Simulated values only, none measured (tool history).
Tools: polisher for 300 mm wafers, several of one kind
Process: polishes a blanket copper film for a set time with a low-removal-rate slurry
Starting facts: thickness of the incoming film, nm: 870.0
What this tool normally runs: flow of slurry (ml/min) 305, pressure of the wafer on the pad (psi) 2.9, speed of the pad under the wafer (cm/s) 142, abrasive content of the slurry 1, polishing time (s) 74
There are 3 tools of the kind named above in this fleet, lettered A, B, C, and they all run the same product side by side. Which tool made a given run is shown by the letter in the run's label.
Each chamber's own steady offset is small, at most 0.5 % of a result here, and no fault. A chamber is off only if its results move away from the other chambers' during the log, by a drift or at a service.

run    day  flow of slurry (ml/min)  pressure of the wafer on the pad (psi)  speed of the pad under the wafer (cm/s)  abrasive content of the slurry  polishing time (s)  film removed (angstrom)
     0.033  -- chamber C: slurry blender recalibrated
 1B  0.400                      305                                     2.9                                      142                               1                  74                   2566.4
 2C  0.754                      305                                     2.9                                      142                               1                  74                   2582.3
     0.900  -- chamber A: head pressure recalibrated
     0.925  -- chamber B: worn pad replaced by a new one
     0.946  -- chamber A: worn pad replaced by a new one
 3A  1.029                      305                                     2.9                                      142                               1                  74                   2601.5
 4A  1.367                      305                                     2.9                                      142                               1                  74                   2610.8
 5C  1.704                      305                                     2.9                                      142                               1                  74                   2586.9
 6B  2.012                      305                                     2.9                                      142                               1                  74                   2572.6
 7C  2.396                      305                                     2.9                                      142                               1                  74                   2592.9
 8A  2.621                      305                                     2.9                                      142                               1                  74                   2585.2
 9B  3.025                      305                                     2.9                                      142                               1                  74                   2546.3
     3.121  -- chamber C: slurry nozzle cleaned
10A  3.396                      305                                     2.9                                      142                               1                  74                   2537.2
     3.496  -- chamber A: slurry nozzle cleaned
11C  3.779                      305                                     2.9                                      142                               1                  74                   2594.3
     3.850  -- chamber B: worn pad replaced by a new one
     3.971  -- chamber C: worn pad replaced by a new one
12B  4.129                      305                                     2.9                                      142                               1                  74                   2510.9
13A  4.346                      235                                     2.9                                      142                               1                  74                   2499.2
14C  4.679                      235                                     2.9                                      142                               1                  74                   2551.5
     5.008  -- chamber A: worn pad replaced by a new one
15B  5.046                      235                                     2.9                                      142                               1                  74                   2445.1
16A  5.238                      305                                     2.9                                      142                               1                  74                   2583.8
17B  5.525                      305                                     2.9                                      142                               1                  74                   2498.9
     5.550  -- chamber B: slurry nozzle cleaned
18C  5.733                      305                                     2.9                                      142                               1                  74                   2581.7
19B  6.050                      305                                     2.9                                      142                               1                  74                   2431.0
20C  6.404                      305                                     2.9                                      142                               1                  74                   2595.3
21A  6.588                      305                                     2.9                                      142                               1                  74                   2580.0
     6.633  -- chamber B: head pressure recalibrated
22B  6.792                      305                                     2.9                                      106                               1                  74                   1792.5

Which is it: a chamber that has drifted or been left off by a service, a gauge drift common to all chambers, or only each chamber's usual small offset? If a chamber is off, name it and its likeliest cause.

One chamber, B, drifts off from the rest bit by bit.
Most likely cause: abrasive missing from the slurry, % = 31.7.

Below are 4 candidate recipes for chamber B's next run, each the usual settings with a change, their results shown as question marks. Which of them brings B's results back in line with what the other chambers give on the usual settings?
A result is in line if it is within this distance of the other chambers' mean on the usual settings: film removed (angstrom) 60.0
23B-1  7.092                      305                                     2.9                                      146                            1.00                  77                        ?
23B-2  7.092                      305                                     2.9                                      142                            1.00                  76                        ?
23B-3  7.092                      305                                     2.9                                      142                            0.85                  74                        ?
23B-4  7.092                      305                                     2.9                                      142                            1.00                  69                        ?

The other chambers' mean on the usual settings: film removed (angstrom) 2583.5
  run  film removed (angstrom)
23B-1                   2585.1
23B-2                   2481.7
23B-3                   2339.5
23B-4                   2253.1
The right change is 23B-1: it brings the chamber back within the allowed miss of the others.
